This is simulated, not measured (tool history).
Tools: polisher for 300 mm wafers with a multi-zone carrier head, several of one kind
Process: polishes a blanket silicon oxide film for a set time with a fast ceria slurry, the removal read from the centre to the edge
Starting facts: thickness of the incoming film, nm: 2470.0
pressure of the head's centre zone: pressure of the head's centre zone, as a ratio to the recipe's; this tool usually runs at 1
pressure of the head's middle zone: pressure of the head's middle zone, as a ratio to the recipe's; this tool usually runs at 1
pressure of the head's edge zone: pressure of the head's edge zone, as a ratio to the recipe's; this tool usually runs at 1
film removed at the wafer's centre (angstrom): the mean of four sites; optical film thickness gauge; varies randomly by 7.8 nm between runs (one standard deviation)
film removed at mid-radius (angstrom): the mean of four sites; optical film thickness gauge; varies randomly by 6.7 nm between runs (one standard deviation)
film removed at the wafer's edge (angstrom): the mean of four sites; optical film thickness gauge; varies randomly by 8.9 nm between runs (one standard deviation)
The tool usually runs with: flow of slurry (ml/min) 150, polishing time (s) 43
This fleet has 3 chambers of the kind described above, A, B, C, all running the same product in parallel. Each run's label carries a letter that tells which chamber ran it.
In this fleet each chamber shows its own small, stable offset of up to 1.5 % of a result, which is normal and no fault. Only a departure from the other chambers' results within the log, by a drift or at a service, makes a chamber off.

run,hour,flow of slurry (ml/min),pressure of the head's centre zone,pressure of the head's middle zone,pressure of the head's edge zone,polishing time (s),wafers polished on this pad,hours since the slurry nozzle was cleaned,hours since the centre zone pressure was calibrated,hours since the edge zone pressure was calibrated,film removed at the wafer's centre (angstrom),film removed at mid-radius (angstrom),film removed at the wafer's edge (angstrom)
1A,5.5,150,1,1,1,43,226,456.6,500.6,334.7,7340,7436.9,7492
2B,11,150,1,1,1,43,613,72,782.6,566,7342.8,7446.1,7358.4
# hour 20.7: chamber B: worn pad replaced by a new one
3C,21.7,150,1,1,1,43,801,212.4,314.3,635.7,7462.5,7537.1,7531.4
4B,28.6,150,1,1,1,43,121,89.6,800.2,583.6,7513.2,7683.3,7400.7
5A,37.6,150,1,1,0.94,43,714,488.7,532.7,366.8,7375.3,7410,7338.1
6C,45.4,150,1,1,0.94,43,1162,236.1,338,659.4,7429.5,7386.5,7257.6
# hour 52.2: chamber A: slurry nozzle cleaned
7B,54.8,150,1,1,0.94,43,520,115.8,826.4,609.8,7515.8,7644.5,7177.5
8A,62.9,150,1,1,1,43,1099,10.8,558,392.1,7201.6,7395.8,7547.6
# hour 63.2: chamber C: worn pad replaced by a new one
# hour 64.4: chamber B: worn pad replaced by a new one
9C,71.6,150,1,1,1,43,129,262.3,364.2,685.6,7493.8,7398.5,7542.6
10C,79.7,150,1,1,1,43,252,270.4,372.3,693.7,7400.4,7489.8,7292.4
11B,89.5,150,1,1,1,43,382,150.5,861.1,644.5,7446.2,7624.3,7569.8
12A,96.5,150,1,1,1,43,1610,44.4,591.6,425.7,7329.6,7232.4,7326.9
13A,104.9,150,1,1,1,43,1738,52.8,600,434.1,7266,7243.8,7269.4
# hour 108.3: chamber B: worn pad replaced by a new one
14B,115.1,150,1,1,1,43,104,176.1,886.7,670.1,7512.4,7479.2,7517.8
15C,121,150,1,1,1,43,880,311.7,413.6,735,7438.1,7442.7,7294.3
# hour 122.3: chamber B: centre zone pressure recalibrated
16A,130.6,150,1,1,1,43,2129,78.5,625.7,459.8,7076.9,7157.5,7111.2
17B,137.1,125,1,1,1,43,439,198.1,14.9,692.1,7182,7220.2,7239.8
18C,142,125,1,1,1,43,1199,332.7,434.6,756,7191.6,7081.9,7094.6
19A,148.1,125,1,1,1,43,2395,96,643.2,477.3,6619.8,6835.2,6939.8
20C,156.8,150,1,1,1,43,1424,347.5,449.4,770.8,7393.7,7347.8,7346.7
# hour 157.2: chamber B: worn pad replaced by a new one
21B,164.7,150,1,1,1,43,115,225.7,42.5,719.7,7497.7,7463.2,7414.7
# hour 164.8: chamber C: worn pad replaced by a new one
22A,173.6,150,1,1,1,43,2783,121.5,668.7,502.8,6912,7071.6,7216.7
23B,184.7,150,1,1,1,43,419,245.7,62.5,739.7,7669.3,7598.1,7549.7
24C,195.1,150,1,1,1,43,460,385.8,487.7,809.1,7426.9,7446.2,7430.6
25A,203.1,150,1,1,1,43,3232,151,698.2,532.3,6864.1,6939.6,7114.5
# hour 212.1: chamber B: worn pad replaced by a new one
26C,213.6,150,1,1,1,43,742,404.3,506.2,827.6,7369,7562.1,7379.2
# hour 216.1: chamber C: centre zone pressure recalibrated
27B,224.7,150,1,1,1,43,191,285.7,102.5,779.7,7457.5,7551.9,7381
28A,230.3,150,1,1,1,43,3645,178.2,725.4,559.5,6732.6,6890.5,6959.5
29C,237.7,150,0.9,1,1,43,1108,428.4,21.6,851.7,6727.8,7471.8,7197.2
30B,248.3,150,0.9,1,1,43,550,309.3,126.1,803.3,6642.9,7624,7562.2

Each of the 3 chambers runs these same settings next. Fill in every chamber's results:
31A,256.4,150,1,1,1,43,,,,,?,?,?
31B,256.4,150,1,1,1,43,,,,,?,?,?
31C,256.4,150,1,1,1,43,,,,,?,?,?

run,film removed at the wafer's centre (angstrom),film removed at mid-radius (angstrom),film removed at the wafer's edge (angstrom)
31A,6811.1,6945.1,7024.7
31B,7424.2,7469.8,7351.4
31C,7431.1,7423.4,7366.7
